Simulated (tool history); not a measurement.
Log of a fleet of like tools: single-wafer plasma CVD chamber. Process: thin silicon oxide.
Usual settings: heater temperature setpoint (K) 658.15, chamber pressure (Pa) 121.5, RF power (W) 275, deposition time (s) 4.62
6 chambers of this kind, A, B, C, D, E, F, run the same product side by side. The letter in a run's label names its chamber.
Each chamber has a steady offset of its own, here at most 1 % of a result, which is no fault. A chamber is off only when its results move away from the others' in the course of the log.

run   hour  heater temperature setpoint (K)  chamber pressure (Pa)  RF power (W)  deposition time (s)  read-back reference wafer on the same gauge, thickness_nm  mean film thickness on the monitor wafer (nm)
 1B    5.2                           658.15                  121.5           275                 4.62                                                     9.2823                                         9.2535
 2E   10.7                           658.15                  121.5           275                 4.62                                                      9.283                                         9.3038
 3A   13.8                           658.15                  121.5           275                 4.62                                                     9.2864                                         9.3305
      17.6  -- chamber D: thermocouple changed; heater temperature recalibrated
      17.9  -- chamber A: RF generator calibrated
 4D   18.6                           658.15                  121.5           275                 4.62                                                     9.2816                                          9.298
 5F   21.8                           658.15                  121.5           275                 4.62                                                     9.2879                                         9.3079
 6C   26.2                           658.15                  121.5           275                 4.62                                                     9.2853                                         9.3473
 7A   29.2                           658.15                  121.5           275                 4.62                                                     9.2875                                         9.3312
 8B   32.1                           658.15                  121.5           275                 4.62                                                     9.2887                                         9.2535
 9E   35.7                           658.15                  121.5           275                 4.62                                                     9.2879                                         9.3094
10D   40.5                           658.15                  121.5           275                 4.62                                                     9.2904                                         9.3203
11C   46.1                           658.15                  121.5           275                 4.62                                                     9.2924                                          9.358
12F   49.8                           658.15                  121.5           275                 4.62                                                     9.2961                                          9.322
13B   54.6                           658.15                  121.5           275                 4.62                                                     9.2954                                         9.2557
14F   57.6                           658.15                  121.5           275                 4.62                                                     9.2993                                         9.3139
15E     62                           658.15                  121.5           275                 4.62                                                     9.2957                                         9.2984
16A   64.8                           658.15                  121.5           275                 4.62                                                     9.2966                                         9.3468
17C   67.7                           658.15                  121.5           275                 4.62                                                     9.2966                                         9.3567
      68.3  -- chamber F: RF generator calibrated
18D   71.1                           658.15                  121.5           230                 5.23                                                     9.2989                                         9.7012
19C   74.3                           658.15                  121.5           230                 5.23                                                     9.3014                                         9.7811
20D   78.9                           658.15                  121.5           230                 5.23                                                     9.3008                                         9.7266
      81.4  -- chamber E: capacitance manometer re-zeroed and calibrated
21A   84.1                           658.15                  121.5           230                 5.23                                                     9.3025                                         9.7703
22E   88.2                           658.15                  121.5           230                 5.23                                                     9.3025                                          9.741
23B   92.8                           658.15                  121.5           230                 5.23                                                     9.3038                                         9.6812
24F   95.4                           658.15                  121.5           275                 4.62                                                     9.3037                                         9.3039
25C   98.7                           658.15                  121.5           275                 4.62                                                     9.3055                                         9.3572
26E  101.9                           658.15                  121.5           275                 4.62                                                     9.3068                                         9.3325
27D  104.5                           658.15                  121.5           275                 4.62                                                     9.3075                                         9.3498
28F  109.6                           658.15                  121.5           275                 4.62                                                     9.3109                                         9.3127
29B  113.3                           658.15                  121.5           300                 4.32                                                     9.3137                                         8.9799
30A  118.6                           658.15                  121.5           300                 4.32                                                     9.3125                                         9.0896
31A  123.7                           658.15                  121.5           300                 4.32                                                     9.3179                                         9.0718
32F  126.3                           658.15                  121.5           300                 4.32                                                     9.3126                                         9.0485
33B    129                           658.15                  121.5           300                 4.32                                                     9.3159                                         8.9994
34C  133.9                           658.15                  121.5           300                 4.32                                                     9.3151                                         9.0843
35D    139                           658.15                  121.5           275                 4.62                                                     9.3181                                         9.3629
36E  144.2                           658.15                  121.5           275                 4.62                                                     9.3205                                          9.332
37C  146.7                           658.15                  121.5           275                 4.62                                                     9.3208                                         9.3889
38F  149.9                           658.15                  121.5           275                 4.62                                                     9.3214                                         9.3477
39E  153.8                           651.15                  121.5           275                 4.62                                                     9.3235                                         9.3846
40B  156.8                           651.15                  121.5           275                 4.62                                                     9.3231                                         9.3275
41A  160.7                           651.15                  121.5           275                 4.62                                                     9.3249                                         9.4224
42D  163.3                           651.15                  121.5           275                 4.62                                                     9.3238                                         9.3968

Is one chamber off against the others, does the gauge drift, or is nothing wrong? If a chamber is off, say which, and what the likeliest cause is.

The gauge drifts, so all chambers seem to drift together. No chamber is off.
Cause: gauge reads high (%) = 0.496.

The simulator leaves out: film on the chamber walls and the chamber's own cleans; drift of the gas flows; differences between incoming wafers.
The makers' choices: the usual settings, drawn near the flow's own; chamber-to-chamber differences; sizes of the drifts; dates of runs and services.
